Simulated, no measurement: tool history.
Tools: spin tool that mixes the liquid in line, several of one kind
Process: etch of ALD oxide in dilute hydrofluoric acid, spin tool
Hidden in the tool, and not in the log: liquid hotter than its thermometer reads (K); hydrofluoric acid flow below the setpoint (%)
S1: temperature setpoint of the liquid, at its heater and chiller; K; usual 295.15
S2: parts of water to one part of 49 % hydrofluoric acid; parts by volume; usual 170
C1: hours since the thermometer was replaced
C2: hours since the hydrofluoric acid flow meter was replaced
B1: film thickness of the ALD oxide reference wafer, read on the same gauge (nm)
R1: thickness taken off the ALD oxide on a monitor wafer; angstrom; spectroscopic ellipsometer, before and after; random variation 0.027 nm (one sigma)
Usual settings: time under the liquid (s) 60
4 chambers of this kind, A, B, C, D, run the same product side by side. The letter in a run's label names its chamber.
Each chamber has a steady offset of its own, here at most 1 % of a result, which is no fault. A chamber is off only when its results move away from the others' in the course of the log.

Run 1D, hour 7: usual settings; C1 363.6; C2 1220.7; B1 60.006. Result: R1 53.829 angstrom.
Run 2C, hour 12.4: usual settings; C1 340.5; C2 492; B1 59.986. Result: R1 53.812 angstrom.
Run 3B, hour 17.9: usual settings; C1 58.6; C2 474.5; B1 59.969. Result: R1 53.545 angstrom.
Run 4A, hour 25.2: usual settings; C1 1845.8; C2 1739.1; B1 60.014. Result: R1 52.898 angstrom.
Run 5C, hour 31.9: usual settings but S2 245 parts by volume, time under the liquid (s) 45; C1 360; C2 511.5; B1 60.039. Result: R1 25.526 angstrom.
Run 6B, hour 40.3: usual settings but S2 245 parts by volume, time under the liquid (s) 45; C1 81; C2 496.9; B1 60.014. Result: R1 25.984 angstrom.
At hour 46.5: chamber D: hydrofluoric acid flow meter replaced.
Run 7D, hour 47.4: usual settings but S2 245 parts by volume, time under the liquid (s) 45; C1 404; C2 1; B1 60.028. Result: R1 25.575 angstrom.
Run 8A, hour 57.4: usual settings but S2 245 parts by volume, time under the liquid (s) 45; C1 1878; C2 1771.3; B1 60.006. Result: R1 25.611 angstrom.
Run 9D, hour 63.2: usual settings; C1 419.8; C2 16.8; B1 60.004. Result: R1 53.486 angstrom.
Run 10C, hour 72.3: usual settings; C1 400.4; C2 551.9; B1 59.996. Result: R1 53.485 angstrom.
Run 11A, hour 82.2: usual settings; C1 1902.8; C2 1796.1; B1 59.998. Result: R1 52.672 angstrom.
Run 12B, hour 88.2: usual settings; C1 128.9; C2 544.8; B1 60.016. Result: R1 53.627 angstrom.
Run 13B, hour 93.1: usual settings; C1 133.8; C2 549.7; B1 59.98. Result: R1 53.135 angstrom.
Run 14C, hour 98: usual settings; C1 426.1; C2 577.6; B1 60.046. Result: R1 53.218 angstrom.
Run 15A, hour 105: usual settings; C1 1925.6; C2 1818.9; B1 60.006. Result: R1 53.3 angstrom.
Run 16D, hour 111.9: usual settings; C1 468.5; C2 65.5; B1 59.976. Result: R1 54.632 angstrom.
Run 17C, hour 120.8: usual settings; C1 448.9; C2 600.4; B1 59.979. Result: R1 53.724 angstrom.
Run 18B, hour 129.2: usual settings but S1 297.65 K, time under the liquid (s) 70; C1 169.9; C2 585.8; B1 59.986. Result: R1 69.38 angstrom.
Run 19A, hour 137.4: usual settings but S1 297.65 K, time under the liquid (s) 70; C1 1958; C2 1851.3; B1 60.011. Result: R1 67.86 angstrom.
Run 20D, hour 142.3: usual settings but S1 297.65 K, time under the liquid (s) 70; C1 498.9; C2 95.9; B1 60.011. Result: R1 69.788 angstrom.
Run 21B, hour 152.5: usual settings but S1 297.65 K, time under the liquid (s) 70; C1 193.2; C2 609.1; B1 59.999. Result: R1 69.568 angstrom.
Run 22C, hour 160.2: usual settings; C1 488.3; C2 639.8; B1 60.001. Result: R1 53.661 angstrom.
Run 23A, hour 170.5: usual settings but S1 293.15 K, S2 215 parts by volume; C1 1991.1; C2 1884.4; B1 59.98. Result: R1 37.191 angstrom.
Run 24D, hour 180.8: usual settings but S1 293.15 K, S2 215 parts by volume; C1 537.4; C2 134.4; B1 60.018. Result: R1 38.548 angstrom.
Run 25A, hour 189.9: usual settings but S1 293.15 K, S2 215 parts by volume; C1 2010.5; C2 1903.8; B1 60.042. Result: R1 36.792 angstrom.
Run 26B, hour 194.8: usual settings but S1 293.15 K, S2 215 parts by volume; C1 235.5; C2 651.4; B1 60.017. Result: R1 37.345 angstrom.

Is one chamber off against the others, does the gauge drift, or is nothing wrong? If a chamber is off, say which, and what the likeliest cause is.

Chamber D drifts away from the others.
Cause: liquid hotter than its thermometer reads (K) = 1.09.

Here are 4 candidates for chamber D's next run, each the usual settings with a change, their results left as question marks. Which one brings its results back in line with what the others give on the usual settings?
In line means no further than this from the other chambers' mean on the usual settings: R1 0.96 angstrom
Run 27D-1, hour 202.3: usual settings but time under the liquid (s) 65. Result: R1 ?.
Run 27D-2, hour 202.3: usual settings but S2 165 parts by volume. Result: R1 ?.
Run 27D-3, hour 202.3: usual settings but S1 294.15 K. Result: R1 ?.
Run 27D-4, hour 202.3: usual settings but time under the liquid (s) 55. Result: R1 ?.

The other chambers' mean on the usual settings: R1 53.462 angstrom
  run      R1
27D-1  60.163
27D-2  57.561
27D-3   53.45
27D-4  50.908
27D-3 brings the chamber back in line.
